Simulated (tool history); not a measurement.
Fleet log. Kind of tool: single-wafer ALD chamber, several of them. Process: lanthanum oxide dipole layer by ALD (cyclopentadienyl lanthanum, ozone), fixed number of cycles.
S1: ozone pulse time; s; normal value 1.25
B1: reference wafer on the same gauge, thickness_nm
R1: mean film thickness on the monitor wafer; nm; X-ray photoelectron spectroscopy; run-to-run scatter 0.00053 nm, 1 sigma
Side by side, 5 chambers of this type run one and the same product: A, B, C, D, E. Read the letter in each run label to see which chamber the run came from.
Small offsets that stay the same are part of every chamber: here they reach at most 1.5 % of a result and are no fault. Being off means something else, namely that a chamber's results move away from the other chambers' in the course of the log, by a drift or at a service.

Run 1B, hour 9.4: usual settings; B1 0.46199. Result: R1 0.53171 nm.
Run 2E, hour 16.2: usual settings; B1 0.46211. Result: R1 0.52923 nm.
Run 3D, hour 29.5: usual settings; B1 0.46219. Result: R1 0.529 nm.
Run 4A, hour 37: usual settings; B1 0.46226. Result: R1 0.53696 nm.
Run 5C, hour 50.3: usual settings; B1 0.46215. Result: R1 0.53261 nm.
Run 6D, hour 59.8: usual settings; B1 0.46225. Result: R1 0.52923 nm.
Run 7A, hour 72.5: usual settings; B1 0.46222. Result: R1 0.53766 nm.
At hour 78.2: chamber D: thermocouple changed; heater temperature recalibrated.
Run 8B, hour 81.8: usual settings; B1 0.46227. Result: R1 0.53172 nm.
Run 9E, hour 94.2: usual settings; B1 0.46238. Result: R1 0.52909 nm.
Run 10C, hour 106: usual settings; B1 0.46236. Result: R1 0.53303 nm.
Run 11D, hour 116.1: usual settings; B1 0.46238. Result: R1 0.53005 nm.
Run 12B, hour 128.4: usual settings; B1 0.46254. Result: R1 0.53118 nm.
Run 13E, hour 138.8: usual settings; B1 0.46264. Result: R1 0.52963 nm.
Run 14C, hour 150.9: usual settings; B1 0.46272. Result: R1 0.53328 nm.
Run 15A, hour 157.6: usual settings; B1 0.46267. Result: R1 0.53788 nm.
At hour 159: chamber E: ozone generator serviced.
Run 16D, hour 169.4: usual settings; B1 0.46282. Result: R1 0.53023 nm.
Run 17C, hour 181.5: usual settings; B1 0.4626. Result: R1 0.53276 nm.
Run 18E, hour 189.6: usual settings; B1 0.46278. Result: R1 0.53046 nm.
Run 19B, hour 197.4: usual settings; B1 0.46294. Result: R1 0.53167 nm.
Run 20A, hour 206.6: usual settings; B1 0.46288. Result: R1 0.53764 nm.
Run 21D, hour 218.8: usual settings; B1 0.46296. Result: R1 0.52944 nm.
Run 22C, hour 226.5: usual settings; B1 0.46285. Result: R1 0.53309 nm.
Run 23E, hour 241.1: usual settings; B1 0.46295. Result: R1 0.53067 nm.
Run 24B, hour 253.7: usual settings but S1 1.55 s; B1 0.46308. Result: R1 0.5543 nm.
Run 25A, hour 263.7: usual settings but S1 1.55 s; B1 0.46304. Result: R1 0.56028 nm.
Run 26E, hour 273.5: usual settings but S1 1.55 s; B1 0.4631. Result: R1 0.55196 nm.
Run 27B, hour 282.6: usual settings but S1 1.55 s; B1 0.46315. Result: R1 0.55429 nm.
Run 28C, hour 289.7: usual settings but S1 1.55 s; B1 0.46326. Result: R1 0.55614 nm.
Run 29D, hour 300.1: usual settings; B1 0.46324. Result: R1 0.53028 nm.
Run 30A, hour 309.8: usual settings; B1 0.46321. Result: R1 0.53792 nm.
Run 31E, hour 320.7: usual settings; B1 0.46344. Result: R1 0.53094 nm.
Run 32A, hour 333: usual settings; B1 0.46338. Result: R1 0.53804 nm.
Run 33D, hour 346.9: usual settings but S1 0.79 s; B1 0.46338. Result: R1 0.45756 nm.
Run 34C, hour 360.5: usual settings but S1 0.79 s; B1 0.46353. Result: R1 0.46042 nm.
Run 35B, hour 371.1: usual settings but S1 0.79 s; B1 0.46358. Result: R1 0.46057 nm.
Run 36A, hour 382.8: usual settings but S1 0.79 s; B1 0.46356. Result: R1 0.46363 nm.
Run 37C, hour 396.8: usual settings but S1 0.79 s; B1 0.46357. Result: R1 0.46182 nm.
At hour 402.9: chamber B: thermocouple changed; heater temperature recalibrated.
Run 38D, hour 409.7: usual settings; B1 0.46366. Result: R1 0.53083 nm.
Run 39B, hour 423.6: usual settings but S1 1.64 s; B1 0.46382. Result: R1 0.55847 nm.
Run 40E, hour 434.6: usual settings but S1 1.64 s; B1 0.46373. Result: R1 0.55697 nm.
Run 41C, hour 441.3: usual settings but S1 1.64 s; B1 0.4638. Result: R1 0.56054 nm.
Run 42E, hour 452.8: usual settings but S1 1.64 s; B1 0.46397. Result: R1 0.55699 nm.

Read the log: is a single chamber off, either drifting away or since a service, is the gauge that measures every chamber drifting, or is nothing wrong beyond small per-chamber offsets? Name any odd chamber and what most likely caused it.

It is the gauge, not a chamber: its drift shows up in every chamber's results at once, and no chamber is off.
Most likely cause: gauge reads high (%) = 0.412.
